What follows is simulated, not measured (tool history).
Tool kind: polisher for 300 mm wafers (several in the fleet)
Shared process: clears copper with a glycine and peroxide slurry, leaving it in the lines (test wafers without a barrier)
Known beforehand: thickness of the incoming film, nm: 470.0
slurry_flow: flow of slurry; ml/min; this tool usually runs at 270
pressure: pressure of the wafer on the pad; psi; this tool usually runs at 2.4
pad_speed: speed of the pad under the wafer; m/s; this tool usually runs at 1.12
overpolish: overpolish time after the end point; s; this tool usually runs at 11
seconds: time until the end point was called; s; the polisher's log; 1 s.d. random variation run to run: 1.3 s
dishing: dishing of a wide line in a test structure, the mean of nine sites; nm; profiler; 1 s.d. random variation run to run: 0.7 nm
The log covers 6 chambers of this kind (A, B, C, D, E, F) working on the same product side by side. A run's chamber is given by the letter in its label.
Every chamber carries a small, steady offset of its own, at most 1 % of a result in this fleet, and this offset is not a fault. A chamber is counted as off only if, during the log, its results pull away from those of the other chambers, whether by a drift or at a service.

run,day,slurry_flow,pressure,pad_speed,overpolish,seconds,dishing
1B,0.129,270,2.4,1.12,11,93.187,37.374
2E,0.258,270,2.4,1.12,11,93.883,36.847
# day 0.317: chamber B: worn pad replaced by a new one
# day 0.358: chamber D: worn pad replaced by a new one
3C,0.458,270,2.4,1.12,11,92.046,37.885
4F,0.65,270,2.4,1.12,11,91.569,38.197
# day 0.771: chamber A: slurry nozzle cleaned
5D,0.892,270,2.4,1.12,11,96.314,37.104
# day 1.004: chamber C: worn pad replaced by a new one
6A,1.029,270,2.4,1.12,11,93.264,37.665
7A,1.288,270,2.4,1.12,11,93.683,37.576
# day 1.396: chamber D: head pressure recalibrated
8D,1.454,270,2.4,1.12,11,92.48,38.328
9F,1.629,270,2.4,1.12,11,92.582,38.124
10C,1.842,270,2.4,1.12,11,93.506,37.313
11B,1.967,270,2.4,1.12,11,94.7,37.625
# day 2.033: chamber A: worn pad replaced by a new one
12E,2.183,270,2.4,1.12,11,93.062,37.132
13F,2.321,270,2.4,1.12,11,94.071,36.509
14B,2.471,270,2.4,1.12,11,93.634,37.828
15D,2.625,270,2.4,1.12,11,93.131,38.381
16A,2.762,300,3,1.12,11,76.989,43.544
17C,2.925,300,3,1.12,11,76.69,43.746
18E,3.075,300,3,1.12,11,76.239,44.109
19E,3.279,300,3,1.12,11,76.728,46.105
20A,3.462,300,3,1.12,11,78.352,45.703
21B,3.721,300,3,1.12,11,76.752,46.029
22F,3.858,270,2.4,1.12,11,97.217,36.395
# day 4.046: chamber E: worn pad replaced by a new one
23C,4.079,270,2.4,1.12,11,93.342,37.856
24D,4.312,270,2.4,1.12,11,95.529,38.395
25E,4.438,270,2.4,1.12,11,93.911,39.484
# day 4.596: chamber C: worn pad replaced by a new one
26F,4.608,270,2.4,1.12,11,98.574,37.278
27C,4.821,270,2.4,1.12,11,96.452,36.722
28B,4.938,270,2.4,1.12,11,96.183,38.104
# day 4.95: chamber D: slurry nozzle cleaned
29A,5.15,270,2.4,1.12,11,97.796,37.724
30D,5.279,270,2.4,1.12,6,94.694,21.905
31F,5.408,270,2.4,1.12,6,102.75,20.446
# day 5.538: chamber D: worn pad replaced by a new one
32C,5.646,270,2.4,1.12,6,92.323,22.604
33E,5.804,270,2.4,1.12,6,93.967,21.977
34D,6.038,270,2.4,1.12,6,93.069,22.251
35B,6.283,270,2.4,1.12,6,92.385,21.942
# day 6.421: chamber A: worn pad replaced by a new one
36A,6.508,270,2.4,1.12,11,92.12,37.964
37D,6.758,270,2.4,1.12,11,94.834,38.663
38C,6.942,270,2.4,1.12,11,94.212,37.335
# day 7.029: chamber E: head pressure recalibrated
39E,7.092,270,2.4,1.12,11,95.659,38.433

All 6 chambers run these settings next. Forecast each chamber's results:
40A,7.283,270,2.4,1.12,11,?,?
40B,7.283,270,2.4,1.12,11,?,?
40C,7.283,270,2.4,1.12,11,?,?
40D,7.283,270,2.4,1.12,11,?,?
40E,7.283,270,2.4,1.12,11,?,?
40F,7.283,270,2.4,1.12,11,?,?

run,seconds,dishing
40A,93.445,38.421
40B,94.498,37.611
40C,95.429,37.095
40D,95.4,37.756
40E,93.546,37.246
40F,104.46,34.969

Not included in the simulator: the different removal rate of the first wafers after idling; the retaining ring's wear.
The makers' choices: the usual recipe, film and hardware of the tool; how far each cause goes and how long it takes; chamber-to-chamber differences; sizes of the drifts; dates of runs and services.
